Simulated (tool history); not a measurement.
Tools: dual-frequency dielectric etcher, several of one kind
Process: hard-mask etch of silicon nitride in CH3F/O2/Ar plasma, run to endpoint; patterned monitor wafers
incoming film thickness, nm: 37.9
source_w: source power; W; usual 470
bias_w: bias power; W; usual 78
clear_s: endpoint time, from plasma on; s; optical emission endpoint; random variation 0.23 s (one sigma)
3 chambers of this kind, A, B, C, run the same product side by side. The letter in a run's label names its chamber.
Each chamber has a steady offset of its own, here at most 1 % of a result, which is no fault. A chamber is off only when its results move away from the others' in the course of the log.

{"run": "1A", "hour": 10.8, "source_w": 470, "bias_w": 78, "clear_s": 49.954}
{"run": "2C", "hour": 21.9, "source_w": 470, "bias_w": 78, "clear_s": 49.752}
{"run": "3B", "hour": 36.2, "source_w": 470, "bias_w": 78, "clear_s": 49.652}
{"run": "4A", "hour": 48.1, "source_w": 470, "bias_w": 78, "clear_s": 50.132}
{"run": "5C", "hour": 54.8, "source_w": 470, "bias_w": 78, "clear_s": 49.971}
{"run": "6B", "hour": 64.7, "source_w": 470, "bias_w": 78, "clear_s": 49.859}
{"run": "7A", "hour": 74.5, "source_w": 430, "bias_w": 69, "clear_s": 54.17}
{"run": "8C", "hour": 85.8, "source_w": 430, "bias_w": 69, "clear_s": 53.982}
{"run": "9B", "hour": 94.2, "source_w": 430, "bias_w": 69, "clear_s": 53.877}
{"run": "10B", "hour": 102.5, "source_w": 470, "bias_w": 78, "clear_s": 50.028}
{"run": "11C", "hour": 109.5, "source_w": 470, "bias_w": 78, "clear_s": 49.988}
{"run": "12A", "hour": 124.9, "source_w": 470, "bias_w": 78, "clear_s": 50.155}
{"run": "13C", "hour": 132.6, "source_w": 470, "bias_w": 78, "clear_s": 49.886}
{"run": "14A", "hour": 140.2, "source_w": 400, "bias_w": 86, "clear_s": 51.554}
{"run": "15B", "hour": 150.1, "source_w": 400, "bias_w": 86, "clear_s": 51.318}
{"run": "16A", "hour": 159.8, "source_w": 400, "bias_w": 86, "clear_s": 51.81}
{"run": "17B", "hour": 175.2, "source_w": 470, "bias_w": 78, "clear_s": 49.459}
{"hour": 181.1, "done": "chamber C: wet clean of the chamber"}
{"run": "18C", "hour": 186.9, "source_w": 470, "bias_w": 78, "clear_s": 52.355}
{"hour": 190.3, "done": "chamber A: wet clean of the chamber"}
{"run": "19A", "hour": 199.0, "source_w": 470, "bias_w": 78, "clear_s": 50.352}
{"run": "20C", "hour": 207.0, "source_w": 470, "bias_w": 78, "clear_s": 52.417}
{"run": "21B", "hour": 217.4, "source_w": 470, "bias_w": 78, "clear_s": 49.594}
{"run": "22A", "hour": 228.2, "source_w": 470, "bias_w": 78, "clear_s": 50.412}
{"run": "23C", "hour": 242.9, "source_w": 470, "bias_w": 78, "clear_s": 52.318}
{"run": "24B", "hour": 251.6, "source_w": 470, "bias_w": 78, "clear_s": 49.894}
{"run": "25B", "hour": 263.1, "source_w": 470, "bias_w": 78, "clear_s": 49.664}
{"run": "26A", "hour": 271.8, "source_w": 470, "bias_w": 78, "clear_s": 50.183}
{"run": "27C", "hour": 283.4, "source_w": 470, "bias_w": 78, "clear_s": 52.326}
{"run": "28C", "hour": 290.7, "source_w": 470, "bias_w": 78, "clear_s": 52.108}

Next, every chamber runs the same settings. What will each give?
{"run": "29A", "hour": 301.7, "source_w": 470, "bias_w": 78, "clear_s": "?"}
{"run": "29B", "hour": 301.7, "source_w": 470, "bias_w": 78, "clear_s": "?"}
{"run": "29C", "hour": 301.7, "source_w": 470, "bias_w": 78, "clear_s": "?"}

run=29A clear_s=50.426
run=29B clear_s=49.874
run=29C clear_s=52.148
